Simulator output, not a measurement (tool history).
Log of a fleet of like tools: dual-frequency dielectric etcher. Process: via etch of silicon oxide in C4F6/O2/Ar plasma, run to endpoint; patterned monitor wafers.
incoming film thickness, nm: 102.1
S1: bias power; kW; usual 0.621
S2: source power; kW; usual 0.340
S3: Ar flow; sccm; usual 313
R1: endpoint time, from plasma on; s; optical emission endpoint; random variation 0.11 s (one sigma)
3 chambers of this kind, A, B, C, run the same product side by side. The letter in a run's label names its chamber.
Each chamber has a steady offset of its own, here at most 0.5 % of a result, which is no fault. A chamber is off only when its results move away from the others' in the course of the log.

run 1C hour=5.1 | S1=0.621 S2=0.340 S3=313 | R1=21.940
run 2B hour=9.5 | S1=0.621 S2=0.340 S3=313 | R1=22.017
run 3A hour=13.4 | S1=0.621 S2=0.340 S3=313 | R1=22.265
run 4C hour=17.3 | S1=0.621 S2=0.340 S3=313 | R1=22.168
run 5A hour=20.9 | S1=0.492 S2=0.340 S3=276 | R1=24.045
run 6B hour=26.1 | S1=0.492 S2=0.340 S3=276 | R1=23.976
run 7C hour=30.7 | S1=0.492 S2=0.340 S3=276 | R1=23.866
run 8A hour=36.7 | S1=0.621 S2=0.390 S3=241 | R1=20.373
run 9B hour=42.5 | S1=0.621 S2=0.390 S3=241 | R1=20.321
run 10A hour=47.7 | S1=0.621 S2=0.390 S3=241 | R1=20.418
run 11B hour=53.5 | S1=0.621 S2=0.340 S3=313 | R1=22.060
run 12C hour=58.1 | S1=0.621 S2=0.340 S3=313 | R1=21.851
run 13A hour=62.6 | S1=0.621 S2=0.340 S3=313 | R1=22.060
run 14C hour=68.0 | S1=0.621 S2=0.290 S3=313 | R1=23.244
run 15B hour=72.6 | S1=0.621 S2=0.290 S3=313 | R1=23.472
-- hour=74.2 chamber B: bias power generator calibrated
run 16B hour=77.9 | S1=0.621 S2=0.290 S3=313 | R1=23.381
run 17A hour=82.7 | S1=0.621 S2=0.340 S3=313 | R1=22.148
run 18C hour=86.0 | S1=0.621 S2=0.340 S3=313 | R1=22.253
run 19B hour=91.4 | S1=0.621 S2=0.340 S3=313 | R1=22.123
run 20A hour=97.6 | S1=0.621 S2=0.270 S3=313 | R1=24.198
-- hour=98.6 chamber A: wet clean of the chamber
run 21C hour=102.7 | S1=0.621 S2=0.270 S3=313 | R1=23.953
run 22C hour=105.5 | S1=0.621 S2=0.270 S3=313 | R1=24.091
run 23B hour=108.8 | S1=0.621 S2=0.340 S3=313 | R1=22.043
run 24A hour=112.3 | S1=0.621 S2=0.340 S3=313 | R1=22.119
run 25C hour=116.2 | S1=0.621 S2=0.340 S3=313 | R1=22.020
run 26A hour=119.2 | S1=0.621 S2=0.340 S3=313 | R1=22.337
run 27B hour=123.0 | S1=0.621 S2=0.340 S3=313 | R1=22.138
run 28A hour=126.1 | S1=0.621 S2=0.340 S3=313 | R1=22.181
run 29C hour=129.3 | S1=0.621 S2=0.340 S3=313 | R1=22.183
run 30B hour=132.3 | S1=0.621 S2=0.340 S3=313 | R1=22.440
run 31B hour=137.7 | S1=0.621 S2=0.340 S3=313 | R1=22.214
run 32A hour=143.0 | S1=0.621 S2=0.340 S3=313 | R1=22.204
run 33C hour=146.4 | S1=0.621 S2=0.340 S3=313 | R1=22.100
run 34A hour=152.0 | S1=0.621 S2=0.340 S3=313 | R1=22.241
run 35C hour=154.9 | S1=0.621 S2=0.340 S3=313 | R1=21.833
run 36B hour=159.9 | S1=0.621 S2=0.340 S3=313 | R1=22.153
run 37B hour=165.3 | S1=0.621 S2=0.340 S3=313 | R1=22.131
run 38C hour=171.3 | S1=0.621 S2=0.340 S3=313 | R1=22.112
run 39A hour=174.9 | S1=0.621 S2=0.340 S3=313 | R1=22.238
run 40A hour=179.7 | S1=0.621 S2=0.340 S3=313 | R1=22.212
run 41B hour=185.3 | S1=0.621 S2=0.280 S3=243 | R1=22.929
run 42C hour=190.3 | S1=0.621 S2=0.280 S3=243 | R1=22.893

All 3 chambers run these settings next. Forecast each chamber's results:
run 43A hour=194.9 | S1=0.621 S2=0.340 S3=313 | R1=?
run 43B hour=194.9 | S1=0.621 S2=0.340 S3=313 | R1=?
run 43C hour=194.9 | S1=0.621 S2=0.340 S3=313 | R1=?

run=43A R1=22.140
run=43B R1=22.030
run=43C R1=22.058

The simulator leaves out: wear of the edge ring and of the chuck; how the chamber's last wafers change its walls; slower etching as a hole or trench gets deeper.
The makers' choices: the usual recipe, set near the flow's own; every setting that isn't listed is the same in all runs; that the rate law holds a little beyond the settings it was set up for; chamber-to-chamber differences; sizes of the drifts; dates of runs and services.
